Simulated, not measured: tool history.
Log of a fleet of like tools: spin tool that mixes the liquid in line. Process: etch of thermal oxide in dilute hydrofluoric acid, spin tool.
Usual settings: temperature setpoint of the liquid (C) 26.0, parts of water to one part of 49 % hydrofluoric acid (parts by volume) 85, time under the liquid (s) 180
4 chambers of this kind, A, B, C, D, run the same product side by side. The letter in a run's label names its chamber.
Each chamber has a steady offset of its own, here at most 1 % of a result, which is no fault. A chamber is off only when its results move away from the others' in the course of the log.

run	day	temperature setpoint of the liquid (C)	parts of water to one part of 49 % hydrofluoric acid (parts by volume)	time under the liquid (s)	read-back film thickness of the thermal oxide reference wafer, read on the same gauge (nm)	thickness taken off the thermal oxide on a monitor wafer (nm)
1B	0.229	26.0	85	180	50.002	11.1520
2D	0.438	26.0	85	180	49.990	11.2690
3C	0.571	26.0	85	180	49.990	11.2340
4A	0.712	26.0	85	180	50.015	11.3760
5D	0.962	26.0	85	180	50.005	11.2040
6C	1.217	26.0	85	180	50.009	11.3470
7B	1.417	26.0	85	180	49.995	11.0910
8A	1.612	26.0	85	180	50.004	11.2680
9A	1.804	26.0	85	120	50.018	7.4944
10C	2.000	26.0	85	120	49.990	7.5926
11D	2.221	26.0	85	120	50.001	7.3948
12B	2.421	26.0	85	120	50.010	7.3248
13A	2.662	21.5	85	180	50.012	9.3683
14D	2.804	21.5	85	180	49.995	9.2894
15C	3.054	21.5	85	180	50.012	9.4952
16B	3.283	21.5	85	180	49.998	9.6563
17C	3.454	26.0	85	180	50.012	11.3370
18D	3.621	26.0	85	180	49.989	11.0610
19B	3.879	26.0	85	180	49.991	11.5780
20A	4.079	26.0	85	180	49.978	11.4200
21A	4.350	28.5	85	100	50.008	6.9063
22D	4.612	28.5	85	100	49.989	6.8217
23C	4.883	28.5	85	100	49.989	6.8845
# day 5.058: chamber A: thermometer replaced
24B	5.125	28.5	85	100	50.001	7.3005
25A	5.267	26.0	85	110	50.004	6.9722
26C	5.458	26.0	85	110	50.018	6.8063
27B	5.583	26.0	85	110	49.994	7.4134
28D	5.729	26.0	85	110	49.976	6.8360
29A	5.938	26.0	85	180	50.004	11.2960

What goes on in this fleet: one chamber off, a drifting gauge, or nothing beyond the chambers' own small offsets? Name the chamber and the cause, if any.

Chamber B drifts away from the others.
Cause: liquid hotter than its thermometer reads (K) = 2.31.
The log may not tell that from: hydrofluoric acid flow above the setpoint (%).

Here are 4 candidates for chamber B's next run, each the usual settings with a change, their results left as question marks. Which one brings its results back in line with what the others give on the usual settings?
In line means no further than this from the other chambers' mean on the usual settings: thickness taken off the thermal oxide on a monitor wafer (nm) 0.2700
30B-1	6.133	25.5	90	180		?
30B-2	6.133	26.5	75	180		?
30B-3	6.133	26.0	85	195		?
30B-4	6.133	26.0	90	165		?

The other chambers' mean on the usual settings: thickness taken off the thermal oxide on a monitor wafer (nm) 11.2170
run	thickness taken off the thermal oxide on a monitor wafer (nm)
30B-1	11.2300
30B-2	14.3350
30B-3	13.2340
30B-4	10.4950
30B-1 brings the chamber back in line.
